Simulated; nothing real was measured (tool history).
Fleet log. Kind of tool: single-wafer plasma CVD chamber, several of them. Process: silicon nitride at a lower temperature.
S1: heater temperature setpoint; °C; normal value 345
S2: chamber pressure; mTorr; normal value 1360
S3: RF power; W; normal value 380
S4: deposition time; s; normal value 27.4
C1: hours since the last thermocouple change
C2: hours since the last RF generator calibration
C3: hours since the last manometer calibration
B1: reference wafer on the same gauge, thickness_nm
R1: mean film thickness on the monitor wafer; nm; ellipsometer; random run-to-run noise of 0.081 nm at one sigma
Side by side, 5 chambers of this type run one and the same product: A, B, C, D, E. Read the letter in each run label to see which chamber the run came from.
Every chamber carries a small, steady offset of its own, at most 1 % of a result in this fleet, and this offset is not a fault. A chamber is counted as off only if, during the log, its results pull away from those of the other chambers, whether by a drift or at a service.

run   hour   S1    S2   S3    S4      C1      C2      C3      B1      R1
 1E    4.4  345  1360  380  27.4  1215.8   368.5  1020.7  41.591  35.801
 2C   11.3  345  1360  380  27.4   984.8  1899.2   951.1  41.600  35.578
 3B   15.3  345  1360  380  27.4  1087.4  1399.4   913.2  41.606  35.942
 4D   20.2  345  1360  380  27.4    94.9    23.5  2897.1  41.584  35.884
 5A   23.8  345  1360  380  27.4    43.7  1388.8  2294.3  41.624  35.698
 6C   28.2  345  1360  380  27.4  1001.7  1916.1   968.0  41.611  35.701
 7B   31.4  345  1360  380  27.4  1103.5  1415.5   929.3  41.615  35.882
 8E   36.7  345  1360  380  27.4  1248.1   400.8  1053.0  41.579  35.652
 9D   43.1  345  1360  380  27.4   117.8    46.4  2920.0  41.594  36.093
10A   46.7  345  1360  380  27.4    66.6  1411.7  2317.2  41.592  35.570
11C   52.3  337  1360  380  27.4  1025.8  1940.2   992.1  41.623  35.809
12B   57.1  337  1360  380  27.4  1129.2  1441.2   955.0  41.594  35.993
13A   62.5  337  1360  380  27.4    82.4  1427.5  2333.0  41.594  35.842
14D   67.1  337  1360  380  27.4   141.8    70.4  2944.0  41.614  36.164
15E   70.7  337  1360  380  27.4  1282.1   434.8  1087.0  41.603  35.926
16C   75.3  345  1360  380  27.4  1048.8  1963.2  1015.1  41.612  35.611
17D   80.5  345  1360  380  27.4   155.2    83.8  2957.4  41.614  36.038
18A   84.0  345  1360  380  27.4   103.9  1449.0  2354.5  41.589  35.653
19B   90.3  345  1360  380  27.4  1162.4  1474.4   988.2  41.574  35.897
      95.7  -- chamber D: capacitance manometer re-zeroed and calibrated
20E   96.2  345  1360  380  27.4  1307.6   460.3  1112.5  41.615  35.726
21D  101.8  345  1360  380  27.4   176.5   105.1     6.1  41.567  35.850
22B  106.9  345  1360  380  27.4  1179.0  1491.0  1004.8  41.621  35.908
23E  112.3  345  1360  380  27.4  1323.7   476.4  1128.6  41.616  35.681
24A  117.1  345  1610  450  27.4   137.0  1482.1  2387.6  41.599  41.335
25C  123.8  345  1610  450  27.4  1097.3  2011.7  1063.6  41.602  41.271
26E  127.5  345  1610  450  27.4  1338.9   491.6  1143.8  41.598  41.462
27C  131.6  345  1610  450  27.4  1105.1  2019.5  1071.4  41.590  41.430
28A  134.7  345  1610  450  27.4   154.6  1499.7  2405.2  41.594  41.403
29D  137.9  345  1360  355  27.4   212.6   141.2    42.2  41.591  34.435
     141.2  -- chamber C: RF generator calibrated
30B  142.7  345  1360  355  27.4  1214.8  1526.8  1040.6  41.598  34.469
31D  149.2  345  1360  355  27.4   223.9   152.5    53.5  41.588  34.588
32E  156.0  345  1360  355  27.4  1367.4   520.1  1172.3  41.616  34.204
33B  160.0  345  1360  355  27.4  1232.1  1544.1  1057.9  41.595  34.416
34A  164.3  345  1360  380  27.4   184.2  1529.3  2434.8  41.594  35.609
35C  168.5  334  1480  380  27.4  1142.0    27.3  1108.3  41.617  36.610

Decide between three cases: one chamber stands off from its peers, the gauge reading all wafers drifts, or nothing is wrong past each chamber's small offset. Where a chamber is off, say which and what most likely put it there.

No chamber is off and the gauge is stable; the differences are just each chamber's small, constant offset.

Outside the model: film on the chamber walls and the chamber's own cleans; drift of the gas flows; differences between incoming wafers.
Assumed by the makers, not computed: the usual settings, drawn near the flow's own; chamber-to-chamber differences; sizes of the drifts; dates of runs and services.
